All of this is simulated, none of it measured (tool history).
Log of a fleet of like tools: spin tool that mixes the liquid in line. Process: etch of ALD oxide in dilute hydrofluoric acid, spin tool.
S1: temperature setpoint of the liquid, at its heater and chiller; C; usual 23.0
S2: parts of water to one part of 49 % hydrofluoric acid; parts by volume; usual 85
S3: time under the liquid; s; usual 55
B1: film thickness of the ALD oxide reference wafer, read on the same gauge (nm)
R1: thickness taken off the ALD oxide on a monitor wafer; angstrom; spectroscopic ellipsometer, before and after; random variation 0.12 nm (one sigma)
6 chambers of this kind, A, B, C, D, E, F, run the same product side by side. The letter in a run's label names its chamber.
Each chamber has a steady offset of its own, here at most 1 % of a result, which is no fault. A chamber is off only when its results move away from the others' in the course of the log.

run 1A hour=3.0 | S1=23.0 S2=85 S3=55 | B1=90.005 | R1=152.49
run 2C hour=6.0 | S1=23.0 S2=85 S3=55 | B1=89.980 | R1=155.34
run 3F hour=8.4 | S1=23.0 S2=85 S3=55 | B1=90.030 | R1=155.77
run 4B hour=10.8 | S1=23.0 S2=85 S3=55 | B1=89.998 | R1=154.06
run 5E hour=14.2 | S1=23.0 S2=85 S3=55 | B1=90.021 | R1=155.10
run 6D hour=18.6 | S1=23.0 S2=85 S3=55 | B1=89.961 | R1=156.94
run 7C hour=22.5 | S1=23.0 S2=85 S3=55 | B1=89.925 | R1=156.18
run 8F hour=24.9 | S1=23.0 S2=85 S3=55 | B1=89.962 | R1=155.62
run 9B hour=27.0 | S1=23.0 S2=85 S3=55 | B1=89.963 | R1=156.04
run 10E hour=30.5 | S1=23.0 S2=85 S3=55 | B1=90.023 | R1=156.55
run 11A hour=33.0 | S1=23.0 S2=55 S3=25 | B1=90.021 | R1=112.77
run 12D hour=36.9 | S1=23.0 S2=55 S3=25 | B1=90.004 | R1=113.30
run 13E hour=39.7 | S1=23.0 S2=55 S3=25 | B1=89.981 | R1=112.65
run 14F hour=41.9 | S1=23.0 S2=55 S3=25 | B1=89.917 | R1=116.61
run 15D hour=45.7 | S1=23.0 S2=55 S3=25 | B1=90.003 | R1=115.05
run 16A hour=50.0 | S1=23.0 S2=55 S3=25 | B1=89.993 | R1=113.90
run 17B hour=53.9 | S1=23.0 S2=85 S3=55 | B1=90.012 | R1=157.64
run 18C hour=56.0 | S1=23.0 S2=85 S3=55 | B1=90.004 | R1=154.04
run 19E hour=59.5 | S1=25.5 S2=85 S3=35 | B1=89.941 | R1=109.69
run 20A hour=63.1 | S1=25.5 S2=85 S3=35 | B1=89.961 | R1=109.65
run 21B hour=66.4 | S1=25.5 S2=85 S3=35 | B1=90.009 | R1=107.58
run 22F hour=70.2 | S1=25.5 S2=85 S3=35 | B1=90.026 | R1=109.70
run 23D hour=72.5 | S1=25.5 S2=85 S3=35 | B1=90.017 | R1=111.71
run 24C hour=76.3 | S1=25.5 S2=85 S3=35 | B1=90.008 | R1=107.76
run 25D hour=79.0 | S1=23.0 S2=85 S3=55 | B1=90.000 | R1=159.70
run 26C hour=82.6 | S1=23.0 S2=85 S3=55 | B1=90.027 | R1=156.30
run 27F hour=86.1 | S1=23.0 S2=55 S3=55 | B1=90.004 | R1=250.92
run 28A hour=89.9 | S1=23.0 S2=55 S3=55 | B1=90.087 | R1=248.71
run 29B hour=93.7 | S1=23.0 S2=55 S3=55 | B1=90.015 | R1=249.60
run 30E hour=97.5 | S1=23.0 S2=55 S3=55 | B1=90.049 | R1=245.97
run 31B hour=99.8 | S1=23.0 S2=55 S3=55 | B1=89.924 | R1=250.31
run 32D hour=104.0 | S1=23.0 S2=55 S3=55 | B1=89.998 | R1=258.53
run 33A hour=106.4 | S1=23.0 S2=85 S3=55 | B1=90.021 | R1=152.63
run 34E hour=108.4 | S1=23.0 S2=85 S3=55 | B1=90.015 | R1=153.76
run 35C hour=112.8 | S1=23.0 S2=85 S3=55 | B1=90.022 | R1=154.18
run 36F hour=116.4 | S1=23.0 S2=85 S3=55 | B1=90.053 | R1=155.44
run 37F hour=120.8 | S1=23.0 S2=85 S3=55 | B1=90.023 | R1=155.72
run 38A hour=125.1 | S1=23.0 S2=65 S3=55 | B1=89.991 | R1=207.39
run 39E hour=128.0 | S1=23.0 S2=65 S3=55 | B1=89.975 | R1=208.20
run 40C hour=132.3 | S1=23.0 S2=65 S3=55 | B1=89.953 | R1=207.71
run 41B hour=135.1 | S1=23.0 S2=65 S3=55 | B1=90.018 | R1=207.36

Is one chamber off against the others, does the gauge drift, or is nothing wrong? If a chamber is off, say which, and what the likeliest cause is.

Chamber D drifts away from the others.
Cause: liquid hotter than its thermometer reads (K) = 1.84.
The log may not tell that from: hydrofluoric acid flow above the setpoint (%).

Here are 4 candidates for chamber D's next run, each the usual settings with a change, their results left as question marks. Which one brings its results back in line with what the others give on the usual settings?
In line means no further than this from the other chambers' mean on the usual settings: R1 4.10 angstrom
run 42D-1 hour=138.4 | S1=23.0 S2=85 S3=60 | R1=?
run 42D-2 hour=138.4 | S1=22.0 S2=85 S3=55 | R1=?
run 42D-3 hour=138.4 | S1=24.0 S2=85 S3=55 | R1=?
run 42D-4 hour=138.4 | S1=22.5 S2=90 S3=55 | R1=?

The other chambers' mean on the usual settings: R1 155.25 angstrom
run=42D-1 R1=183.71
run=42D-2 R1=161.81
run=42D-3 R1=175.27
run=42D-4 R1=155.07
42D-4 brings the chamber back in line.
